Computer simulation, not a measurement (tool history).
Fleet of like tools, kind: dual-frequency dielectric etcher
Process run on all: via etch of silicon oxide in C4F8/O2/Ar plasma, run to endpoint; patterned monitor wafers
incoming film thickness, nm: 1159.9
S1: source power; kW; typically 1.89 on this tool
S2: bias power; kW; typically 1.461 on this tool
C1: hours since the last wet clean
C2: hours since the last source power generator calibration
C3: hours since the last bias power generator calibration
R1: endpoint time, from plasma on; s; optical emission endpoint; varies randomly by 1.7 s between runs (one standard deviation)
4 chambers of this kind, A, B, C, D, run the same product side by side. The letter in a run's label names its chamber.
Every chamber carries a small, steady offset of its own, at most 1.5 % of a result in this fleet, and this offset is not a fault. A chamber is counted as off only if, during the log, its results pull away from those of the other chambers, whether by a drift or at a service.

{"run": "1C", "hour": 3.2, "S1": 1.89, "S2": 1.461, "C1": 22, "C2": 1940.5, "C3": 3900.2, "R1": 253.61}
{"run": "2A", "hour": 7.0, "S1": 1.89, "S2": 1.461, "C1": 102.7, "C2": 468, "C3": 2064.8, "R1": 251.73}
{"run": "3B", "hour": 11.4, "S1": 1.89, "S2": 1.461, "C1": 474.4, "C2": 1250.5, "C3": 99.8, "R1": 261.2}
{"run": "4D", "hour": 13.7, "S1": 1.89, "S2": 1.461, "C1": 94.7, "C2": 3732.8, "C3": 1653.4, "R1": 255.56}
{"run": "5A", "hour": 16.2, "S1": 1.89, "S2": 1.461, "C1": 111.9, "C2": 477.2, "C3": 2074, "R1": 255.42}
{"run": "6B", "hour": 20.5, "S1": 1.48, "S2": 1.745, "C1": 483.5, "C2": 1259.6, "C3": 108.9, "R1": 274.03}
{"run": "7C", "hour": 23.4, "S1": 1.48, "S2": 1.745, "C1": 42.2, "C2": 1960.7, "C3": 3920.4, "R1": 263.97}
{"run": "8D", "hour": 26.6, "S1": 1.48, "S2": 1.745, "C1": 107.6, "C2": 3745.7, "C3": 1666.3, "R1": 268.09}
{"run": "9B", "hour": 30.7, "S1": 1.48, "S2": 1.745, "C1": 493.7, "C2": 1269.8, "C3": 119.1, "R1": 270.54}
{"run": "10A", "hour": 34.5, "S1": 1.89, "S2": 1.461, "C1": 130.2, "C2": 495.5, "C3": 2092.3, "R1": 254.56}
{"run": "11D", "hour": 37.6, "S1": 1.89, "S2": 1.461, "C1": 118.6, "C2": 3756.7, "C3": 1677.3, "R1": 254.2}
{"run": "12C", "hour": 41.7, "S1": 1.89, "S2": 1.461, "C1": 60.5, "C2": 1979, "C3": 3938.7, "R1": 254.07}
{"run": "13C", "hour": 45.2, "S1": 1.89, "S2": 1.461, "C1": 64, "C2": 1982.5, "C3": 3942.2, "R1": 257.69}
{"run": "14A", "hour": 48.3, "S1": 1.89, "S2": 1.763, "C1": 144, "C2": 509.3, "C3": 2106.1, "R1": 241.1}
{"run": "15D", "hour": 51.9, "S1": 1.89, "S2": 1.763, "C1": 132.9, "C2": 3771, "C3": 1691.6, "R1": 243.8}
{"run": "16B", "hour": 55.1, "S1": 1.89, "S2": 1.763, "C1": 518.1, "C2": 1294.2, "C3": 143.5, "R1": 243.41}
{"run": "17B", "hour": 57.4, "S1": 1.89, "S2": 1.763, "C1": 520.4, "C2": 1296.5, "C3": 145.8, "R1": 246.6}
{"run": "18C", "hour": 61.6, "S1": 1.89, "S2": 1.461, "C1": 80.4, "C2": 1998.9, "C3": 3958.6, "R1": 254.06}
{"run": "19D", "hour": 64.5, "S1": 1.89, "S2": 1.461, "C1": 145.5, "C2": 3783.6, "C3": 1704.2, "R1": 257.71}
{"run": "20A", "hour": 67.4, "S1": 1.89, "S2": 1.461, "C1": 163.1, "C2": 528.4, "C3": 2125.2, "R1": 255.33}
{"run": "21D", "hour": 70.5, "S1": 1.89, "S2": 1.461, "C1": 151.5, "C2": 3789.6, "C3": 1710.2, "R1": 258.97}
{"run": "22C", "hour": 72.4, "S1": 1.89, "S2": 1.461, "C1": 91.2, "C2": 2009.7, "C3": 3969.4, "R1": 256.36}
{"run": "23A", "hour": 76.2, "S1": 1.89, "S2": 1.461, "C1": 171.9, "C2": 537.2, "C3": 2134, "R1": 252.41}
{"run": "24B", "hour": 80.5, "S1": 1.89, "S2": 1.461, "C1": 543.5, "C2": 1319.6, "C3": 168.9, "R1": 257.11}
{"run": "25D", "hour": 82.5, "S1": 1.89, "S2": 1.461, "C1": 163.5, "C2": 3801.6, "C3": 1722.2, "R1": 259.02}
{"hour": 84.1, "done": "chamber B: wet clean of the chamber"}
{"run": "26A", "hour": 85.6, "S1": 2.22, "S2": 1.313, "C1": 181.3, "C2": 546.6, "C3": 2143.4, "R1": 242.33}
{"run": "27C", "hour": 88.6, "S1": 2.22, "S2": 1.313, "C1": 107.4, "C2": 2025.9, "C3": 3985.6, "R1": 247.06}
{"run": "28B", "hour": 92.4, "S1": 2.22, "S2": 1.313, "C1": 8.4, "C2": 1331.5, "C3": 180.8, "R1": 244.88}
{"run": "29C", "hour": 96.2, "S1": 2.22, "S2": 1.313, "C1": 115, "C2": 2033.5, "C3": 3993.2, "R1": 245.78}
{"run": "30B", "hour": 99.2, "S1": 1.89, "S2": 1.461, "C1": 15.2, "C2": 1338.3, "C3": 187.6, "R1": 260.15}

All chambers now run identical settings, listed one chamber a line with results as question marks. What results will each chamber show?
{"run": "31A", "hour": 102.4, "S1": 1.89, "S2": 1.461, "R1": "?"}
{"run": "31B", "hour": 102.4, "S1": 1.89, "S2": 1.461, "R1": "?"}
{"run": "31C", "hour": 102.4, "S1": 1.89, "S2": 1.461, "R1": "?"}
{"run": "31D", "hour": 102.4, "S1": 1.89, "S2": 1.461, "R1": "?"}

run=31A R1=253.56
run=31B R1=260.36
run=31C R1=254.83
run=31D R1=263.44
